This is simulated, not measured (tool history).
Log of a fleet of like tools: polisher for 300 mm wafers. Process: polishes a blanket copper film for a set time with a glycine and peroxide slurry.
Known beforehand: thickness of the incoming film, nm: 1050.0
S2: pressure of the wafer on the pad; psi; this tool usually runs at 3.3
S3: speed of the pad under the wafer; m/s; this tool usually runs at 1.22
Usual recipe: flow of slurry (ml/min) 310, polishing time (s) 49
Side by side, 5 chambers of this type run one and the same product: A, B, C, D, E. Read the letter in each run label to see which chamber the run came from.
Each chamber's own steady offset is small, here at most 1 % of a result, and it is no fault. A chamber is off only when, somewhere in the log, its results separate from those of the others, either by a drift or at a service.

{"hour": 0.2, "done": "chamber B: worn pad replaced by a new one"}
{"run": "1D", "hour": 4.4, "flow of slurry (ml/min)": 310, "S2": 3.3, "S3": 1.22, "polishing time (s)": 49, "film removed (Å)": 3410.1}
{"run": "2E", "hour": 9.4, "flow of slurry (ml/min)": 310, "S2": 3.3, "S3": 1.22, "polishing time (s)": 49, "film removed (Å)": 3409.2}
{"run": "3A", "hour": 16.3, "flow of slurry (ml/min)": 310, "S2": 3.3, "S3": 1.22, "polishing time (s)": 49, "film removed (Å)": 3425.3}
{"run": "4B", "hour": 24.5, "flow of slurry (ml/min)": 310, "S2": 3.3, "S3": 1.22, "polishing time (s)": 49, "film removed (Å)": 3500.9}
{"hour": 28.9, "done": "chamber A: worn pad replaced by a new one"}
{"run": "5C", "hour": 29.6, "flow of slurry (ml/min)": 310, "S2": 3.3, "S3": 1.22, "polishing time (s)": 49, "film removed (Å)": 3460.8}
{"hour": 30.5, "done": "chamber D: worn pad replaced by a new one"}
{"run": "6B", "hour": 36.0, "flow of slurry (ml/min)": 310, "S2": 3.3, "S3": 1.22, "polishing time (s)": 49, "film removed (Å)": 3420.4}
{"run": "7E", "hour": 42.8, "flow of slurry (ml/min)": 310, "S2": 3.3, "S3": 1.22, "polishing time (s)": 49, "film removed (Å)": 3413.3}
{"run": "8A", "hour": 47.3, "flow of slurry (ml/min)": 310, "S2": 3.3, "S3": 1.22, "polishing time (s)": 49, "film removed (Å)": 3453.6}
{"hour": 49.7, "done": "chamber B: worn pad replaced by a new one"}
{"run": "9C", "hour": 51.2, "flow of slurry (ml/min)": 310, "S2": 2.2, "S3": 1.22, "polishing time (s)": 49, "film removed (Å)": 2426.1}
{"run": "10D", "hour": 57.6, "flow of slurry (ml/min)": 310, "S2": 2.2, "S3": 1.22, "polishing time (s)": 49, "film removed (Å)": 2438.9}
{"run": "11C", "hour": 65.0, "flow of slurry (ml/min)": 310, "S2": 2.2, "S3": 1.22, "polishing time (s)": 49, "film removed (Å)": 2456.4}
{"run": "12D", "hour": 69.9, "flow of slurry (ml/min)": 310, "S2": 2.2, "S3": 1.22, "polishing time (s)": 49, "film removed (Å)": 2451.2}
{"hour": 70.4, "done": "chamber C: worn pad replaced by a new one"}
{"run": "13B", "hour": 74.8, "flow of slurry (ml/min)": 310, "S2": 2.2, "S3": 1.22, "polishing time (s)": 49, "film removed (Å)": 2473.3}
{"run": "14A", "hour": 81.5, "flow of slurry (ml/min)": 310, "S2": 3.3, "S3": 1.22, "polishing time (s)": 49, "film removed (Å)": 3392.9}
{"run": "15E", "hour": 87.8, "flow of slurry (ml/min)": 310, "S2": 3.3, "S3": 1.22, "polishing time (s)": 49, "film removed (Å)": 3393.8}
{"run": "16B", "hour": 95.1, "flow of slurry (ml/min)": 310, "S2": 3.3, "S3": 1.22, "polishing time (s)": 49, "film removed (Å)": 3601.0}
{"run": "17D", "hour": 99.0, "flow of slurry (ml/min)": 310, "S2": 3.3, "S3": 0.94, "polishing time (s)": 58, "film removed (Å)": 3242.4}
{"hour": 99.6, "done": "chamber B: worn pad replaced by a new one"}
{"hour": 102.1, "done": "chamber E: worn pad replaced by a new one"}
{"run": "18C", "hour": 103.0, "flow of slurry (ml/min)": 310, "S2": 3.3, "S3": 0.94, "polishing time (s)": 58, "film removed (Å)": 3262.5}
{"hour": 108.1, "done": "chamber A: worn pad replaced by a new one"}
{"run": "19A", "hour": 109.1, "flow of slurry (ml/min)": 310, "S2": 3.3, "S3": 0.94, "polishing time (s)": 58, "film removed (Å)": 3231.8}
{"hour": 109.2, "done": "chamber D: worn pad replaced by a new one"}
{"hour": 110.9, "done": "chamber B: slurry nozzle cleaned"}
{"run": "20E", "hour": 113.0, "flow of slurry (ml/min)": 310, "S2": 3.3, "S3": 0.94, "polishing time (s)": 58, "film removed (Å)": 3202.8}
{"run": "21B", "hour": 120.9, "flow of slurry (ml/min)": 310, "S2": 3.3, "S3": 0.94, "polishing time (s)": 58, "film removed (Å)": 3294.5}
{"run": "22E", "hour": 128.1, "flow of slurry (ml/min)": 310, "S2": 3.3, "S3": 1.22, "polishing time (s)": 49, "film removed (Å)": 3517.6}
{"hour": 136.1, "done": "chamber C: worn pad replaced by a new one"}
{"run": "23A", "hour": 136.2, "flow of slurry (ml/min)": 310, "S2": 3.3, "S3": 1.22, "polishing time (s)": 49, "film removed (Å)": 3443.4}
{"hour": 137.4, "done": "chamber C: slurry nozzle cleaned"}
{"hour": 139.6, "done": "chamber A: head pressure recalibrated"}
{"hour": 141.9, "done": "chamber E: slurry nozzle cleaned"}
{"run": "24C", "hour": 142.9, "flow of slurry (ml/min)": 310, "S2": 3.3, "S3": 1.22, "polishing time (s)": 49, "film removed (Å)": 3455.9}
{"run": "25D", "hour": 148.5, "flow of slurry (ml/min)": 310, "S2": 3.3, "S3": 1.22, "polishing time (s)": 49, "film removed (Å)": 3450.7}
{"run": "26D", "hour": 153.5, "flow of slurry (ml/min)": 310, "S2": 3.3, "S3": 1.22, "polishing time (s)": 49, "film removed (Å)": 3471.1}
{"hour": 154.5, "done": "chamber B: worn pad replaced by a new one"}
{"run": "27C", "hour": 159.2, "flow of slurry (ml/min)": 310, "S2": 3.3, "S3": 1.22, "polishing time (s)": 49, "film removed (Å)": 3499.0}
{"run": "28A", "hour": 164.2, "flow of slurry (ml/min)": 310, "S2": 3.3, "S3": 1.22, "polishing time (s)": 49, "film removed (Å)": 3364.3}
{"hour": 169.1, "done": "chamber A: worn pad replaced by a new one"}
{"run": "29B", "hour": 171.8, "flow of slurry (ml/min)": 310, "S2": 3.3, "S3": 1.22, "polishing time (s)": 49, "film removed (Å)": 3454.9}
{"run": "30E", "hour": 176.0, "flow of slurry (ml/min)": 310, "S2": 2.6, "S3": 1.22, "polishing time (s)": 38, "film removed (Å)": 2181.4}
{"run": "31A", "hour": 184.3, "flow of slurry (ml/min)": 310, "S2": 2.6, "S3": 1.22, "polishing time (s)": 38, "film removed (Å)": 2143.9}
{"run": "32E", "hour": 188.8, "flow of slurry (ml/min)": 310, "S2": 2.6, "S3": 1.22, "polishing time (s)": 38, "film removed (Å)": 2150.0}

One chamber off, gauge drift, or nothing amiss beyond the chambers' own small offsets? If it is a chamber, which one, and what is the likeliest cause?

Nothing is wrong: each chamber keeps only its own small, steady offset and the gauge holds still.
